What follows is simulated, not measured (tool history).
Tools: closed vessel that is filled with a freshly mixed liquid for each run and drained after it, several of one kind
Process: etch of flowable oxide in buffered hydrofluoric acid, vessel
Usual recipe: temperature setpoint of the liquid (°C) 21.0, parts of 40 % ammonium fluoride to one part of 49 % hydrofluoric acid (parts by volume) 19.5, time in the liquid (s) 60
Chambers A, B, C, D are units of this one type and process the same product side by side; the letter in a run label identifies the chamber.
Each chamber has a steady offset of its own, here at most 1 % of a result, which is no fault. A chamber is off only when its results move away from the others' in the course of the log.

run,hour,temperature setpoint of the liquid (°C),parts of 40 % ammonium fluoride to one part of 49 % hydrofluoric acid (parts by volume),time in the liquid (s),"read-back film thickness of the flowable oxide reference wafer, read on the same gauge (nm)",thickness taken off the flowable oxide on a monitor wafer (angstrom)
1B,8.1,21.0,19.5,60,30.022,855.54
2D,12.8,21.0,19.5,60,29.985,852.29
3A,18.4,21.0,19.5,60,30.008,851.99
4C,26.2,21.0,19.5,60,29.964,842.95
5A,31.6,21.0,19.5,60,30.016,854.01
6C,35.8,21.0,19.5,60,29.970,845.02
# hour 36.9: chamber B: thermometer replaced
7B,39.5,21.0,19.5,60,30.018,850.05
8D,46.7,21.0,19.5,60,29.986,841.29
9C,50.4,21.0,19.5,60,30.000,853.46
10D,58.0,21.0,19.5,60,29.992,843.91
11B,61.7,21.0,19.5,60,30.014,839.37
12A,67.3,17.5,19.5,40,30.016,464.79
13B,74.9,17.5,19.5,40,29.979,464.76
14A,81.7,17.5,19.5,40,29.989,467.98
15D,87.1,17.5,19.5,40,29.964,458.25
16C,92.8,21.0,19.5,30,29.968,415.59
17C,100.8,21.0,19.5,30,30.014,420.40
18B,104.6,21.0,19.5,30,29.974,423.80
19D,110.4,21.0,19.5,30,30.015,410.58
20A,114.4,21.0,19.5,60,29.995,856.66
21B,121.7,21.0,19.5,60,30.040,838.17
22C,127.0,21.0,19.5,60,29.980,846.07
23A,134.9,21.0,19.5,60,29.985,839.53
24D,138.7,21.0,19.5,60,29.997,802.27
25A,145.1,21.0,19.5,60,29.979,856.22
26D,150.7,21.0,19.5,60,30.022,815.10
27B,155.4,21.0,19.5,60,29.976,836.78
28C,163.5,21.0,19.5,60,29.996,847.73
29C,167.8,21.0,19.5,60,30.031,850.49
30D,173.3,21.0,19.5,60,30.015,806.00

Read the log: is a single chamber off, either drifting away or since a service, is the gauge that measures every chamber drifting, or is nothing wrong beyond small per-chamber offsets? Name any odd chamber and what most likely caused it.

It is chamber D that slowly wanders off from its peers.
Likeliest cause: liquid colder than its thermometer reads (K) = 0.971.
It could be hard to tell apart here from: hydrofluoric acid flow below the setpoint (%).

Chamber D could run next with any of the 4 candidate recipes listed below; each alters the usual settings, and their results appear as question marks. Which one brings its results back in line with what the other chambers deliver on the usual settings?
Counts as in line when no further than this from what the other chambers average on the usual settings: thickness taken off the flowable oxide on a monitor wafer (angstrom) 21.00
31D-1,179.1,21.0,18.5,60,,?
31D-2,179.1,20.0,19.5,60,,?
31D-3,179.1,20.0,21.0,60,,?
31D-4,179.1,21.0,19.0,65,,?

The mean the other chambers reach with the usual settings: thickness taken off the flowable oxide on a monitor wafer (angstrom) 848.44
run,thickness taken off the flowable oxide on a monitor wafer (angstrom)
31D-1,848.75
31D-2,761.61
31D-3,718.22
31D-4,895.83
It is 31D-1 that realigns the chamber with its peers.

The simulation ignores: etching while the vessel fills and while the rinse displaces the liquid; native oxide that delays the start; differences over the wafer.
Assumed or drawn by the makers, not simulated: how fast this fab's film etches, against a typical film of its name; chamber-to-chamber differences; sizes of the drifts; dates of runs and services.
